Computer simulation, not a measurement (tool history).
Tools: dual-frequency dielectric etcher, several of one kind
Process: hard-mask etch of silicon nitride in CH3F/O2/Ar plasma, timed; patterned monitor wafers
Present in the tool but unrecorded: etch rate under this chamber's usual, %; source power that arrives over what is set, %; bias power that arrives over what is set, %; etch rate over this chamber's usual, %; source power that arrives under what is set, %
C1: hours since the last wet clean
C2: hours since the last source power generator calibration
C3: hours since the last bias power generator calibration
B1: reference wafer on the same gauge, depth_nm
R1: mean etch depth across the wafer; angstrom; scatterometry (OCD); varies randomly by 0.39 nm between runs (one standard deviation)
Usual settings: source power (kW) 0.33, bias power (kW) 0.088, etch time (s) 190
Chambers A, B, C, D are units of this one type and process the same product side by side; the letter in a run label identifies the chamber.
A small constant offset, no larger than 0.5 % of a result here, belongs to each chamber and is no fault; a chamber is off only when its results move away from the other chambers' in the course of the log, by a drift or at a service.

run 1D hour=10 | source_power_(kW)=0.33 bias_power_(kW)=0.088 etch_time_(s)=190 | C1=483.3 C2=1689.3 C3=965 | B1=138.04 | R1=1330.9
run 2B hour=16.8 | source_power_(kW)=0.33 bias_power_(kW)=0.088 etch_time_(s)=190 | C1=456.2 C2=2396.9 C3=2774 | B1=138.12 | R1=1328.1
run 3A hour=24.1 | source_power_(kW)=0.33 bias_power_(kW)=0.088 etch_time_(s)=190 | C1=283.6 C2=1656.8 C3=3768.5 | B1=138.03 | R1=1322.3
run 4C hour=28.9 | source_power_(kW)=0.33 bias_power_(kW)=0.088 etch_time_(s)=190 | C1=295.4 C2=134.5 C3=1062.2 | B1=137.95 | R1=1321.9
run 5A hour=35.6 | source_power_(kW)=0.33 bias_power_(kW)=0.088 etch_time_(s)=190 | C1=295.1 C2=1668.3 C3=3780 | B1=138.06 | R1=1332.2
run 6D hour=42.5 | source_power_(kW)=0.33 bias_power_(kW)=0.088 etch_time_(s)=190 | C1=515.8 C2=1721.8 C3=997.5 | B1=138.03 | R1=1333.5
-- hour=42.8 chamber B: wet clean of the chamber
run 7C hour=52.3 | source_power_(kW)=0.33 bias_power_(kW)=0.088 etch_time_(s)=190 | C1=318.8 C2=157.9 C3=1085.6 | B1=138 | R1=1326
run 8B hour=59.9 | source_power_(kW)=0.33 bias_power_(kW)=0.088 etch_time_(s)=190 | C1=17.1 C2=2440 C3=2817.1 | B1=138.04 | R1=1327.7
run 9C hour=64.5 | source_power_(kW)=0.33 bias_power_(kW)=0.088 etch_time_(s)=190 | C1=331 C2=170.1 C3=1097.8 | B1=137.96 | R1=1320.8
run 10D hour=71.1 | source_power_(kW)=0.33 bias_power_(kW)=0.096 etch_time_(s)=190 | C1=544.4 C2=1750.4 C3=1026.1 | B1=137.96 | R1=1372.1
run 11B hour=79.6 | source_power_(kW)=0.33 bias_power_(kW)=0.096 etch_time_(s)=190 | C1=36.8 C2=2459.7 C3=2836.8 | B1=138.07 | R1=1371
run 12A hour=87.5 | source_power_(kW)=0.33 bias_power_(kW)=0.096 etch_time_(s)=190 | C1=347 C2=1720.2 C3=3831.9 | B1=137.99 | R1=1370.5
-- hour=92.2 chamber A: wet clean of the chamber
run 13C hour=95.4 | source_power_(kW)=0.33 bias_power_(kW)=0.096 etch_time_(s)=190 | C1=361.9 C2=201 C3=1128.7 | B1=138.03 | R1=1367
-- hour=103.1 chamber D: wet clean of the chamber
run 14D hour=104.9 | source_power_(kW)=0.33 bias_power_(kW)=0.088 etch_time_(s)=190 | C1=1.9 C2=1784.2 C3=1059.9 | B1=137.99 | R1=1324
run 15A hour=109.6 | source_power_(kW)=0.33 bias_power_(kW)=0.088 etch_time_(s)=190 | C1=17.5 C2=1742.3 C3=3854 | B1=137.99 | R1=1332
run 16B hour=114.9 | source_power_(kW)=0.33 bias_power_(kW)=0.088 etch_time_(s)=190 | C1=72.1 C2=2495 C3=2872.1 | B1=138 | R1=1332.4
run 17D hour=124.9 | source_power_(kW)=0.33 bias_power_(kW)=0.088 etch_time_(s)=190 | C1=21.9 C2=1804.2 C3=1079.9 | B1=137.93 | R1=1334.8
run 18C hour=130.1 | source_power_(kW)=0.33 bias_power_(kW)=0.088 etch_time_(s)=190 | C1=396.6 C2=235.7 C3=1163.4 | B1=137.94 | R1=1318.4
run 19A hour=135.3 | source_power_(kW)=0.33 bias_power_(kW)=0.088 etch_time_(s)=190 | C1=43.2 C2=1768 C3=3879.7 | B1=138.08 | R1=1337
run 20B hour=143.7 | source_power_(kW)=0.33 bias_power_(kW)=0.088 etch_time_(s)=190 | C1=100.9 C2=2523.8 C3=2900.9 | B1=137.95 | R1=1331.7
run 21C hour=151.3 | source_power_(kW)=0.33 bias_power_(kW)=0.088 etch_time_(s)=190 | C1=417.8 C2=256.9 C3=1184.6 | B1=138.02 | R1=1334.2
run 22B hour=160.1 | source_power_(kW)=0.33 bias_power_(kW)=0.088 etch_time_(s)=190 | C1=117.3 C2=2540.2 C3=2917.3 | B1=137.98 | R1=1332
-- hour=166.1 chamber B: bias power generator calibrated
run 23A hour=166.4 | source_power_(kW)=0.33 bias_power_(kW)=0.088 etch_time_(s)=190 | C1=74.3 C2=1799.1 C3=3910.8 | B1=138.02 | R1=1327.9
run 24D hour=170.9 | source_power_(kW)=0.33 bias_power_(kW)=0.088 etch_time_(s)=190 | C1=67.9 C2=1850.2 C3=1125.9 | B1=138.05 | R1=1334.4
run 25A hour=178.9 | source_power_(kW)=0.33 bias_power_(kW)=0.088 etch_time_(s)=190 | C1=86.8 C2=1811.6 C3=3923.3 | B1=138.07 | R1=1329.6
run 26C hour=186.8 | source_power_(kW)=0.33 bias_power_(kW)=0.076 etch_time_(s)=163 | C1=453.3 C2=292.4 C3=1220.1 | B1=138 | R1=1073.9
run 27D hour=195.1 | source_power_(kW)=0.33 bias_power_(kW)=0.076 etch_time_(s)=163 | C1=92.1 C2=1874.4 C3=1150.1 | B1=138.06 | R1=1083.8
run 28B hour=200.4 | source_power_(kW)=0.33 bias_power_(kW)=0.076 etch_time_(s)=163 | C1=157.6 C2=2580.5 C3=34.3 | B1=138 | R1=1082.4
run 29D hour=208 | source_power_(kW)=0.33 bias_power_(kW)=0.076 etch_time_(s)=163 | C1=105 C2=1887.3 C3=1163 | B1=138.03 | R1=1083.5
run 30A hour=214.7 | source_power_(kW)=0.33 bias_power_(kW)=0.088 etch_time_(s)=190 | C1=122.6 C2=1847.4 C3=3959.1 | B1=137.97 | R1=1330.4
run 31C hour=220.1 | source_power_(kW)=0.33 bias_power_(kW)=0.088 etch_time_(s)=190 | C1=486.6 C2=325.7 C3=1253.4 | B1=138.05 | R1=1329.9
run 32B hour=226.6 | source_power_(kW)=0.33 bias_power_(kW)=0.088 etch_time_(s)=190 | C1=183.8 C2=2606.7 C3=60.5 | B1=138.06 | R1=1326.1

Each of the 4 chambers runs these same settings next. Fill in every chamber's results:
run 33A hour=233.8 | source_power_(kW)=0.33 bias_power_(kW)=0.088 etch_time_(s)=190 | R1=?
run 33B hour=233.8 | source_power_(kW)=0.33 bias_power_(kW)=0.088 etch_time_(s)=190 | R1=?
run 33C hour=233.8 | source_power_(kW)=0.33 bias_power_(kW)=0.088 etch_time_(s)=190 | R1=?
run 33D hour=233.8 | source_power_(kW)=0.33 bias_power_(kW)=0.088 etch_time_(s)=190 | R1=?

run=33A R1=1324.5
run=33B R1=1327.5
run=33C R1=1330.9
run=33D R1=1338.6
